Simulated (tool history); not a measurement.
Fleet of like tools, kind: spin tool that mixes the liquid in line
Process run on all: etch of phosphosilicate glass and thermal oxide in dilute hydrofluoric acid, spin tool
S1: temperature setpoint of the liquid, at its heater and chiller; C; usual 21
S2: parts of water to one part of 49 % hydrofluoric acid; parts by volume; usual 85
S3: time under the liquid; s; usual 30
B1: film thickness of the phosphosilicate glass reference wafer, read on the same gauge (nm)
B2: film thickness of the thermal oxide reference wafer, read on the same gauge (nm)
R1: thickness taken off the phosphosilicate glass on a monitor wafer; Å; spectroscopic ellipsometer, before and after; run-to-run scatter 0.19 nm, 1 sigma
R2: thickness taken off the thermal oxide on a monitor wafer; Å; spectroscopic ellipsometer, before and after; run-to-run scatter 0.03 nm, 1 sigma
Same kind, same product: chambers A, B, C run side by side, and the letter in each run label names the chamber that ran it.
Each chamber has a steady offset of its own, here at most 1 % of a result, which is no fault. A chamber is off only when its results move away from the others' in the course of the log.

| run | hour | S1 | S2 | S3 | B1 | B2 | R1 | R2 |
|---|---|---|---|---|---|---|---|---|
| 1B | 5.5 | 21 | 85 | 30 | 120.02 | 49.965 | 588.23 | 14.264 |
| 2C | 8.6 | 21 | 85 | 30 | 120.01 | 49.943 | 594.91 | 14.963 |
| 3A | 13.6 | 21 | 85 | 30 | 119.99 | 50.065 | 591.09 | 14.582 |
| 4A | 18.5 | 21 | 85 | 30 | 120 | 49.983 | 594.2 | 15.508 |
| 5C | 21.5 | 21 | 85 | 30 | 119.97 | 49.992 | 594.6 | 15.011 |
| 6B | 25.7 | 21 | 85 | 30 | 120.03 | 49.97 | 591.31 | 14.919 |
| 7A | 29.7 | 21 | 95 | 30 | 120.01 | 50.058 | 523.53 | 13.229 |
| 8B | 36.2 | 21 | 95 | 30 | 120 | 49.995 | 520.81 | 13.049 |
| 9C | 42.6 | 21 | 95 | 30 | 120.04 | 49.986 | 523.2 | 13.197 |
| 10B | 47.2 | 21 | 85 | 30 | 119.99 | 50.024 | 585.35 | 15.325 |
| 11C | 53.2 | 21 | 85 | 30 | 119.99 | 49.973 | 597.06 | 14.759 |
| 12A | 56.9 | 21 | 85 | 30 | 120.01 | 50.012 | 590.63 | 14.802 |
| 13C | 60.7 | 21 | 85 | 30 | 120 | 49.986 | 595.58 | 14.995 |
| 14A | 64.4 | 21 | 85 | 15 | 120.01 | 50.024 | 295.2 | 7.0544 |
| 15B | 67.9 | 21 | 85 | 15 | 120 | 49.981 | 294.97 | 7.4643 |
| 16C | 70.8 | 21 | 85 | 15 | 119.96 | 50.01 | 297.53 | 7.5143 |
| 17B | 74.8 | 21 | 85 | 30 | 120.02 | 50.052 | 589.99 | 14.6 |
| 18A | 79.7 | 21 | 85 | 30 | 120.01 | 50.016 | 587.09 | 15.01 |
| 19B | 86.1 | 21 | 85 | 30 | 120.03 | 50.05 | 587.48 | 14.83 |
| 20C | 92.5 | 21 | 85 | 30 | 120.01 | 50.013 | 595.55 | 14.77 |
| 21A | 96.5 | 21 | 85 | 30 | 120.01 | 50.006 | 589.32 | 14.495 |
| 22C | 100.9 | 21 | 85 | 40 | 120 | 50.017 | 795.53 | 19.949 |
| 23A | 104 | 21 | 85 | 40 | 119.99 | 50.049 | 786.94 | 19.561 |
| 24B | 109.5 | 21 | 85 | 40 | 119.98 | 49.99 | 783.22 | 19.675 |
| 25C | 114.2 | 21 | 85 | 30 | 120.02 | 50.001 | 592.96 | 15.402 |
| 26A | 118.4 | 19 | 85 | 30 | 120 | 50.02 | 546.16 | 13.864 |
| 27B | 121.7 | 19 | 85 | 30 | 120.01 | 50.021 | 543.2 | 13.754 |
| 28C | 127.2 | 19 | 85 | 30 | 120.04 | 49.95 | 546.84 | 13.7 |
| 29A | 132.1 | 21 | 115 | 45 | 120.02 | 50.006 | 634.6 | 16.342 |
| 30B | 136.7 | 21 | 115 | 45 | 119.97 | 50.013 | 628.01 | 15.784 |
| 31C | 141.3 | 21 | 115 | 45 | 120 | 49.953 | 634.04 | 16.061 |

Is one chamber off against the others, does the gauge drift, or is nothing wrong? If a chamber is off, say which, and what the likeliest cause is.

Beyond each chamber's small constant offset nothing stands out, and the gauge stays steady.
